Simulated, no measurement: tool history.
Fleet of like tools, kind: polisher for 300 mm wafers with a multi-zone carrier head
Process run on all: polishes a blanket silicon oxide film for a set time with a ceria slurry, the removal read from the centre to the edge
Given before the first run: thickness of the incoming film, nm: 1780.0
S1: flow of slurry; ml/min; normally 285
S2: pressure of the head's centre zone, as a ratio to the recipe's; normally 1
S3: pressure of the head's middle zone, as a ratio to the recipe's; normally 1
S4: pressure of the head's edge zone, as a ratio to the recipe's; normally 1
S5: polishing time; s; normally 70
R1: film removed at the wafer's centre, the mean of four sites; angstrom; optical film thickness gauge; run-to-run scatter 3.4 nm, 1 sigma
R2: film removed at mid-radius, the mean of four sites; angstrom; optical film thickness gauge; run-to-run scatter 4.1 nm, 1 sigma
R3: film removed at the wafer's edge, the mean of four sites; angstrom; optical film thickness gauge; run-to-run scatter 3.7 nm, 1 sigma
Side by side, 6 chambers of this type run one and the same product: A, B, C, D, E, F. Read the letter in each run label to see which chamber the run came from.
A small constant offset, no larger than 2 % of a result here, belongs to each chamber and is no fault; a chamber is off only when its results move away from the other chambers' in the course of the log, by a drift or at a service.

run,hour,S1,S2,S3,S4,S5,R1,R2,R3
1A,4.1,285,1,1,1,70,3856.5,3793.3,3817.4
# hour 5.6: chamber F: worn pad replaced by a new one
# hour 5.9: chamber D: edge zone pressure recalibrated
2F,7.6,285,1,1,1,70,3782,3905.1,3810.6
3C,11.4,285,1,1,1,70,3853.2,3796.6,3862.9
# hour 13.5: chamber D: worn pad replaced by a new one
4E,16.6,285,1,1,1,70,3924.7,3870.7,3850.1
5B,22.2,285,1,1,1,70,3806.8,3862.1,3853.2
6D,28,285,1,1,1,70,3771.3,3759.6,3855.3
7A,32.7,285,1,1,1,70,3813.5,3810.5,3810.3
8D,37.2,285,1,1,1,70,3896.6,3778.7,3801.5
9C,40.8,285,1.11,1,0.89,70,4318.7,3879.1,3618.9
10E,44.9,285,1.11,1,0.89,70,4303.8,3744.9,3648.5
11B,50.8,285,1.11,1,0.89,70,4215.9,3949.2,3607.8
# hour 53.7: chamber B: worn pad replaced by a new one
12F,54.8,285,1.11,1,0.89,70,4272.3,3807,3581.1
# hour 54.9: chamber B: edge zone pressure recalibrated
# hour 58.2: chamber C: worn pad replaced by a new one
13A,58.8,285,1.11,1,0.89,70,4324.9,3815.7,3645.2
14E,63.4,285,1.11,1,0.89,70,4330.4,3808,3633.6
# hour 65.1: chamber B: slurry nozzle cleaned
15D,67.6,285,1,1,1,70,3796.2,3835.4,3845.7
# hour 70.5: chamber F: centre zone pressure recalibrated
16B,73.5,285,1,1,1,70,3842.6,3881.7,3844.1
17F,78.7,285,1,1,1,70,3633,3762.8,3851.5
18C,83.5,285,1,1,1,70,3951.3,3814.6,3740.2
19A,87.4,285,1,1,0.94,50,2713.5,2689.7,2655.2
20D,90.6,285,1,1,0.94,50,2702.3,2715.4,2632
21B,93.9,285,1,1,0.94,50,2730.8,2813.8,2696
# hour 94.2: chamber F: slurry nozzle cleaned
22E,100.4,285,1,1,0.94,50,2770.7,2739.5,2623.3
# hour 102.1: chamber D: worn pad replaced by a new one
23F,106.8,285,1,1,0.94,50,2551.7,2731.5,2645.1
24C,112.7,285,1,1,0.94,50,2785.7,2738.9,2661.3
# hour 116.1: chamber C: slurry nozzle cleaned
25B,117.9,285,1,1,1,70,3853.8,3982.9,3878.1
# hour 124.1: chamber B: worn pad replaced by a new one
26F,124.3,285,1,1,1,70,3611.3,3731.7,3838.3
27C,128.1,285,1,1,1,70,3953.1,3870.6,3823.3
# hour 131: chamber E: worn pad replaced by a new one
28E,134.8,285,1,1,1,70,3821.2,3899.4,3900.2
29A,140.2,285,1,1,1,70,3829.1,3787,3817
30D,144.4,285,1,1,1,70,3784,3744.9,3868.8
31D,150,285,1,1.06,1.09,70,3742,4038.4,3989.4
32A,155,285,1,1.06,1.09,70,3803.8,3997.9,4045.4
33B,161.7,285,1,1.06,1.09,70,3812.9,4113.7,4069.3
34F,165.3,285,1,1.06,1.09,70,3626.4,4003.1,3932.3
# hour 166.3: chamber B: centre zone pressure recalibrated
35E,170.4,285,1,1.06,1.09,70,3860.4,4102.9,4058.4
36C,176.3,285,1,1.06,1.09,70,3929.9,4018.1,4011.9
# hour 177.2: chamber D: worn pad replaced by a new one
37C,179.9,285,1,1,0.92,70,3898.7,3925.8,3674.9
38A,184.7,285,1,1,0.92,70,3812.4,3796.5,3695.5
39B,189.6,285,1,1,0.92,70,3762.9,3886.9,3691.4
# hour 195.1: chamber E: edge zone pressure recalibrated
40D,196.2,285,1,1,0.92,70,3811.6,3813.3,3724.8
41F,201.7,285,1,1,0.92,70,3597.3,3834.3,3704.8
42E,206.5,285,1,1,0.92,70,3866.6,3918.5,3606.7
43B,209.5,285,1,1,1,70,3791.1,3912.4,3791.4

Which is it: a chamber that has drifted or been left off by a service, a gauge drift common to all chambers, or only each chamber's usual small offset? If a chamber is off, name it and its likeliest cause.

Chamber F has stood off from the others ever since a service on it.
Most likely cause: centre zone's pressure below its setpoint, % = 5.44.

Here are 4 candidates for chamber F's next run, each the usual settings with a change, their results left as question marks. Which one brings its results back in line with what the others give on the usual settings?
In-line tolerance around the mean of the other chambers on the usual settings: R1 120 angstrom; R2 140 angstrom; R3 130 angstrom
44F-1,214.4,280,0.95,1.02,1.01,69,?,?,?
44F-2,214.4,280,0.91,1.03,1.02,69,?,?,?
44F-3,214.4,290,1.05,0.98,0.99,71,?,?,?
44F-4,214.4,290,1.09,0.97,0.98,71,?,?,?

Usual-settings mean across the other chambers: R1 3836.1 angstrom; R2 3824.8 angstrom; R3 3833.3 angstrom
run,R1,R2,R3
44F-1,3346.1,3835.5,3772.6
44F-2,3192,3870.4,3791.9
44F-3,3853.9,3818,3853.6
44F-4,4013,3782,3833.6
44F-3 brings the chamber back in line.

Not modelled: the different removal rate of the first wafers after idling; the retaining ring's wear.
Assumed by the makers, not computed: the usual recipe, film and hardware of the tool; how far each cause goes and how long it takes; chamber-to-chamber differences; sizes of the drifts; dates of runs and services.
